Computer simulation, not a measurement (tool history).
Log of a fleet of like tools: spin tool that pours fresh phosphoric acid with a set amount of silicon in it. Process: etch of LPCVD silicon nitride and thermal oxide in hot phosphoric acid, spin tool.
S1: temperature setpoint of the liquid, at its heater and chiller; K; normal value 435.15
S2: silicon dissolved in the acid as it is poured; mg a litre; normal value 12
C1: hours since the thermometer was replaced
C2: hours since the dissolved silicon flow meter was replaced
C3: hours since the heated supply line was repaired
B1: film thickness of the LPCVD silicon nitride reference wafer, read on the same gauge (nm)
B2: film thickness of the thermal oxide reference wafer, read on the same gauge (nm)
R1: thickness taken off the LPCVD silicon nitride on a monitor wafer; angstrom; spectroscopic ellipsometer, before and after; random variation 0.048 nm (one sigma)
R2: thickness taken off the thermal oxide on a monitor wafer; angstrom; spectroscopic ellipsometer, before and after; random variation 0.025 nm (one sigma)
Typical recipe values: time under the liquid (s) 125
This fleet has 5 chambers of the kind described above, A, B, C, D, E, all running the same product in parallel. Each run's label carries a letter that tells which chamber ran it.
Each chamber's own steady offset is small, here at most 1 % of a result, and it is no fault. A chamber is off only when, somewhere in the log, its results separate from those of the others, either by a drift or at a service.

Run 1E, hour 8.5: usual settings; C1 1171.3; C2 1076.2; C3 1015.8; B1 70.029; B2 109.99. Result: R1 99.816 angstrom, R2 3.1658 angstrom.
Run 2C, hour 18: usual settings; C1 2502.6; C2 1481.8; C3 118.5; B1 69.984; B2 109.99. Result: R1 99.924 angstrom, R2 3.1597 angstrom.
Run 3D, hour 22.4: usual settings; C1 278.8; C2 200.1; C3 1319.6; B1 70.089; B2 109.99. Result: R1 99.509 angstrom, R2 3.4774 angstrom.
Run 4A, hour 29.3: usual settings; C1 994.6; C2 432.6; C3 338.3; B1 69.969; B2 110. Result: R1 99.731 angstrom, R2 2.8122 angstrom.
Run 5B, hour 37: usual settings but S1 432.65 K, S2 7 mg a litre; C1 552.2; C2 385.6; C3 1117.8; B1 69.947; B2 109.98. Result: R1 92.357 angstrom, R2 2.7084 angstrom.
Run 6E, hour 41.4: usual settings but S1 432.65 K, S2 7 mg a litre; C1 1204.2; C2 1109.1; C3 1048.7; B1 70.004; B2 110. Result: R1 91.595 angstrom, R2 2.8406 angstrom.
Run 7C, hour 47.9: usual settings but S1 432.65 K, S2 7 mg a litre; C1 2532.5; C2 1511.7; C3 148.4; B1 70.025; B2 110.01. Result: R1 91.889 angstrom, R2 3.0686 angstrom.
Run 8B, hour 53.8: usual settings but S1 432.65 K, S2 7 mg a litre; C1 569; C2 402.4; C3 1134.6; B1 70.004; B2 109.98. Result: R1 92.258 angstrom, R2 2.9328 angstrom.
Run 9D, hour 59.3: usual settings but S1 432.65 K, S2 7 mg a litre; C1 315.7; C2 237; C3 1356.5; B1 70.045; B2 109.99. Result: R1 91.468 angstrom, R2 3.2305 angstrom.
Run 10A, hour 65.6: usual settings; C1 1030.9; C2 468.9; C3 374.6; B1 69.999; B2 110.01. Result: R1 98.805 angstrom, R2 3.27 angstrom.
Run 11D, hour 72: usual settings; C1 328.4; C2 249.7; C3 1369.2; B1 70.001; B2 110.01. Result: R1 98.845 angstrom, R2 2.7915 angstrom.
Run 12C, hour 80: usual settings but time under the liquid (s) 100; C1 2564.6; C2 1543.8; C3 180.5; B1 69.955; B2 109.99. Result: R1 79.037 angstrom, R2 2.4495 angstrom.
Run 13B, hour 87.9: usual settings but time under the liquid (s) 100; C1 603.1; C2 436.5; C3 1168.7; B1 69.991; B2 109.99. Result: R1 79.755 angstrom, R2 2.5479 angstrom.
Run 14E, hour 94.2: usual settings but time under the liquid (s) 100; C1 1257; C2 1161.9; C3 1101.5; B1 69.977; B2 110.01. Result: R1 80.441 angstrom, R2 2.6606 angstrom.
Run 15A, hour 102.5: usual settings but time under the liquid (s) 100; C1 1067.8; C2 505.8; C3 411.5; B1 70.047; B2 110.02. Result: R1 80.181 angstrom, R2 2.8741 angstrom.
Run 16B, hour 108.1: usual settings but time under the liquid (s) 100; C1 623.3; C2 456.7; C3 1188.9; B1 69.995; B2 109.99. Result: R1 79.476 angstrom, R2 2.2894 angstrom.
Run 17E, hour 116.7: usual settings; C1 1279.5; C2 1184.4; C3 1124; B1 69.975; B2 109.99. Result: R1 99.007 angstrom, R2 3.4962 angstrom.
Run 18A, hour 121.3: usual settings; C1 1086.6; C2 524.6; C3 430.3; B1 70.009; B2 110.01. Result: R1 99.839 angstrom, R2 3.1209 angstrom.
Run 19D, hour 130.4: usual settings; C1 386.8; C2 308.1; C3 1427.6; B1 70; B2 110.01. Result: R1 98.994 angstrom, R2 3.5123 angstrom.
Run 20C, hour 137.6: usual settings but time under the liquid (s) 70; C1 2622.2; C2 1601.4; C3 238.1; B1 69.987; B2 110.02. Result: R1 55.42 angstrom, R2 1.8577 angstrom.
Run 21C, hour 146.6: usual settings but time under the liquid (s) 70; C1 2631.2; C2 1610.4; C3 247.1; B1 70.011; B2 110. Result: R1 56.221 angstrom, R2 1.7815 angstrom.
Run 22E, hour 151.7: usual settings but time under the liquid (s) 70; C1 1314.5; C2 1219.4; C3 1159; B1 69.986; B2 110. Result: R1 55.379 angstrom, R2 1.8263 angstrom.
Run 23B, hour 156.9: usual settings but time under the liquid (s) 70; C1 672.1; C2 505.5; C3 1237.7; B1 69.989; B2 110.02. Result: R1 55.627 angstrom, R2 1.7347 angstrom.
At hour 165.8: chamber E: dissolved silicon flow meter replaced.
Run 24D, hour 166.2: usual settings but time under the liquid (s) 70; C1 422.6; C2 343.9; C3 1463.4; B1 69.961; B2 109.98. Result: R1 55.325 angstrom, R2 1.782 angstrom.
Run 25A, hour 171.8: usual settings; C1 1137.1; C2 575.1; C3 480.8; B1 69.974; B2 110. Result: R1 99.975 angstrom, R2 3.0111 angstrom.
Run 26D, hour 179.1: usual settings; C1 435.5; C2 356.8; C3 1476.3; B1 69.985; B2 109.99. Result: R1 99.434 angstrom, R2 2.9107 angstrom.
Run 27C, hour 184.4: usual settings; C1 2669; C2 1648.2; C3 284.9; B1 70.042; B2 109.99. Result: R1 99.273 angstrom, R2 3.1963 angstrom.
At hour 190.2: chamber B: thermometer replaced.
Run 28B, hour 190.6: usual settings; C1 0.4; C2 539.2; C3 1271.4; B1 69.992; B2 110.02. Result: R1 100.22 angstrom, R2 3.4741 angstrom.
Run 29A, hour 195.6: usual settings; C1 1160.9; C2 598.9; C3 504.6; B1 69.968; B2 109.99. Result: R1 99.338 angstrom, R2 3.0854 angstrom.
Run 30E, hour 201.3: usual settings; C1 1364.1; C2 35.6; C3 1208.6; B1 69.998; B2 109.98. Result: R1 99.039 angstrom, R2 3.2757 angstrom.
Run 31E, hour 208.2: usual settings; C1 1371; C2 42.5; C3 1215.5; B1 69.991; B2 109.98. Result: R1 100.32 angstrom, R2 3.6503 angstrom.
At hour 211.6: chamber D: heated supply line repaired.
Run 32A, hour 215.3: usual settings; C1 1180.6; C2 618.6; C3 524.3; B1 70.033; B2 110.01. Result: R1 99.677 angstrom, R2 3.4304 angstrom.
At hour 218.6: chamber C: dissolved silicon flow meter replaced.
Run 33C, hour 223: usual settings; C1 2707.6; C2 4.5; C3 323.5; B1 70.034; B2 110.01. Result: R1 99.258 angstrom, R2 3.162 angstrom.
Run 34D, hour 230.5: usual settings; C1 486.9; C2 408.2; C3 18.9; B1 70.072; B2 110. Result: R1 98.609 angstrom, R2 2.9815 angstrom.
Run 35B, hour 235.4: usual settings; C1 45.2; C2 584; C3 1316.2; B1 69.996; B2 109.99. Result: R1 100.03 angstrom, R2 3.4548 angstrom.
Run 36B, hour 240.3: usual settings; C1 50.1; C2 588.9; C3 1321.1; B1 69.978; B2 110. Result: R1 99.873 angstrom, R2 2.9398 angstrom.
Run 37C, hour 246.6: usual settings but S1 434.15 K; C1 2731.2; C2 28.1; C3 347.1; B1 69.977; B2 109.99. Result: R1 95.471 angstrom, R2 2.6423 angstrom.

What goes on in this fleet: one chamber off, a drifting gauge, or nothing beyond the chambers' own small offsets? Name the chamber and the cause, if any.

Beyond each chamber's small constant offset nothing stands out, and the gauge stays steady.
